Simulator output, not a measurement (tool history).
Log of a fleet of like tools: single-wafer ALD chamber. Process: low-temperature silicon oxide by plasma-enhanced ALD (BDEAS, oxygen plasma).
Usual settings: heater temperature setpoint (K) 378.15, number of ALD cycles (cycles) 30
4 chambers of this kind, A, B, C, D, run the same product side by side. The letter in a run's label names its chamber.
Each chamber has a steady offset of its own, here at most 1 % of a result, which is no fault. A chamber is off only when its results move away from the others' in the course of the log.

run,hour,heater temperature setpoint (K),number of ALD cycles (cycles),"read-back reference wafer on the same gauge, thickness_nm",mean film thickness on the monitor wafer (nm)
1C,7.5,378.15,30,3.9291,4.2757
2D,19.6,378.15,30,3.9293,4.2872
3B,30.3,378.15,30,3.9289,4.25
4A,40.2,378.15,30,3.929,4.2305
5D,56.5,378.15,30,3.9272,4.2841
6B,68.3,368.15,34,3.9265,4.9546
7A,83.4,368.15,34,3.9258,4.9197
8C,93.4,368.15,34,3.9263,4.9558
9B,102.2,368.15,34,3.9252,4.9489
10C,116.5,378.15,28,3.9221,3.9637
11D,123.6,378.15,28,3.9229,3.9918
12A,133.2,378.15,28,3.9229,3.9376
13A,149.6,378.15,28,3.9236,3.9231
14B,161.1,378.15,30,3.9223,4.2398
15C,172.6,378.15,30,3.9218,4.2632
16D,186.9,386.15,36,3.9208,5.0647
17A,199.4,386.15,36,3.9205,4.9788
18C,213.7,386.15,36,3.919,5.0347
19D,221.8,386.15,36,3.9189,5.0468
20B,232.1,378.15,30,3.9176,4.2261
21C,240.6,378.15,30,3.9182,4.261
22A,248.3,378.15,35,3.9177,4.9056
23B,259.7,378.15,35,3.9177,4.9432
24D,269.3,378.15,35,3.9164,4.9858
25A,280.6,378.15,35,3.9161,4.9108
26B,293,378.15,30,3.9159,4.2336
27C,302.9,378.15,30,3.916,4.2425
28D,311.6,378.15,30,3.9147,4.2637
29A,322.9,383.15,27,3.9135,3.75
30B,331.2,383.15,27,3.9142,3.7749
31D,344.2,383.15,27,3.9126,3.8046
32C,358.5,383.15,27,3.9135,3.7746
33C,365.8,378.15,30,3.9115,4.2428
34A,378.2,378.15,30,3.9094,4.1991
35D,388.8,378.15,30,3.9113,4.26
36B,395.9,378.15,30,3.91,4.2376
37B,408.5,378.15,30,3.9098,4.2291

What goes on in this fleet: one chamber off, a drifting gauge, or nothing beyond the chambers' own small offsets? Name the chamber and the cause, if any.

The gauge drifts, so all chambers seem to drift together. No chamber is off.
Cause: gauge reads low (%) = 0.533.
